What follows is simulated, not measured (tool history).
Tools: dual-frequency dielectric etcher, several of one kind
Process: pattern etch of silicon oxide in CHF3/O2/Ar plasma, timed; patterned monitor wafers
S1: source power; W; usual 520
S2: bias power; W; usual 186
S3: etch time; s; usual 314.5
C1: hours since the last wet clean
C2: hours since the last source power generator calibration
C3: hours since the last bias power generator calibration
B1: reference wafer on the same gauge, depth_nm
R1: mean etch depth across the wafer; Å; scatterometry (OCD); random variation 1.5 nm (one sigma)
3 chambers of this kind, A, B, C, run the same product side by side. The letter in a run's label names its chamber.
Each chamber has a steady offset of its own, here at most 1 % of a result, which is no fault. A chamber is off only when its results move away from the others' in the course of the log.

run    day   S1   S2     S3     C1      C2      C3      B1      R1
 1B  0.200  520  186  314.5  123.4  3816.8  1328.1  475.87  5986.8
 2C  0.438  520  186  314.5  406.6  3863.1  2451.9  475.95  5956.9
 3A  0.608  520  186  314.5   77.7  2769.0    28.9  475.79  6003.6
 4C  0.783  520  186  314.5  414.9  3871.4  2460.2  475.95  5946.0
 5A  1.079  520  186  314.5   89.0  2780.3    40.2  476.14  6004.0
 6B  1.296  520  186  314.5  149.7  3843.1  1354.4  476.06  6000.7
     1.379  -- chamber B: source power generator calibrated
 7C  1.575  520  186  314.5  433.9  3890.4  2479.2  476.10  5933.8
 8A  1.883  520  186  314.5  108.3  2799.6    59.5  475.89  5965.9
 9B  2.021  520  186  314.5  167.1    15.4  1371.8  476.07  6044.2
10B  2.238  580  154  314.5  172.3    20.6  1377.0  475.96  5888.7
11C  2.492  580  154  314.5  455.9  3912.4  2501.2  476.05  5783.7
12A  2.671  580  154  314.5  127.2  2818.5    78.4  476.05  5868.4
13B  2.858  520  186  314.5  187.2    35.5  1391.9  476.19  6051.1
14A  3.150  520  186  314.5  138.7  2830.0    89.9  475.97  6004.7
15C  3.317  520  186  314.5  475.7  3932.2  2521.0  476.13  5929.9
16B  3.617  520  186  314.5  205.4    53.7  1410.1  476.01  6077.9
17A  3.875  520  186  314.5  156.1  2847.4   107.3  476.09  5964.6
18C  4.088  520  186  314.5  494.2  3950.7  2539.5  476.16  5938.6
19C  4.258  520  186  314.5  498.3  3954.8  2543.6  475.93  5939.7
20B  4.475  520  186  314.5  226.0    74.3  1430.7  476.24  6115.8
21A  4.625  520  186  314.5  174.1  2865.4   125.3  476.02  6011.0
22B  4.833  520  186  314.5  234.6    82.9  1439.3  475.97  6119.6
23C  4.967  520  186  314.5  515.3  3971.8  2560.6  476.33  5906.0
24A  5.229  520  186  314.5  188.6  2879.9   139.8  476.23  6027.9
25B  5.488  520  186  314.5  250.3    98.6  1455.0  476.11  6111.2
26C  5.758  520  186  279.5  534.3  3990.8  2579.6  475.96  5265.8
27A  6.012  520  186  279.5  207.4  2898.7   158.6  476.04  5344.8
     6.108  -- chamber C: wet clean of the chamber
28C  6.154  520  186  279.5    1.1  4000.3  2589.1  476.16  5274.2
29B  6.317  520  186  314.5  270.2   118.5  1474.9  476.36  6150.7
30A  6.621  520  186  314.5  222.0  2913.3   173.2  476.24  6006.8
31C  6.908  520  186  314.5   19.2  4018.4  2607.2  476.34  5928.2
32B  7.192  520  186  314.5  291.2   139.5  1495.9  475.89  6144.3
     7.262  -- chamber C: bias power generator calibrated
33A  7.450  520  186  314.5  241.9  2933.2   193.1  476.36  5996.7
34B  7.600  520  186  228.5  301.0   149.3  1505.7  475.71  4477.2
35C  7.762  520  186  228.5   39.7  4038.9    12.0  476.03  4325.5
36A  8.025  520  186  228.5  255.7  2947.0   206.9  476.16  4339.2
37C  8.242  520  186  314.5   51.2  4050.4    23.5  475.77  5934.9

Is one chamber off against the others, does the gauge drift, or is nothing wrong? If a chamber is off, say which, and what the likeliest cause is.

Chamber B drifts away from the others.
Cause: etch rate over this chamber's usual, % = 3.42.

Here are 4 candidates for chamber B's next run, each the usual settings with a change, their results left as question marks. Which one brings its results back in line with what the others give on the usual settings?
In line means no further than this from the other chambers' mean on the usual settings: R1 54.0 Å
38B-1  8.462  520  186  325.5                   ?
38B-2  8.462  520  185  309.5                   ?
38B-3  8.462  520  185  304.5                   ?
38B-4  8.462  520  186  320.0                   ?

The other chambers' mean on the usual settings: R1 5968.5 Å
  run      R1
38B-1  6415.2
38B-2  6088.5
38B-3  5990.1
38B-4  6306.8
38B-3 brings the chamber back in line.
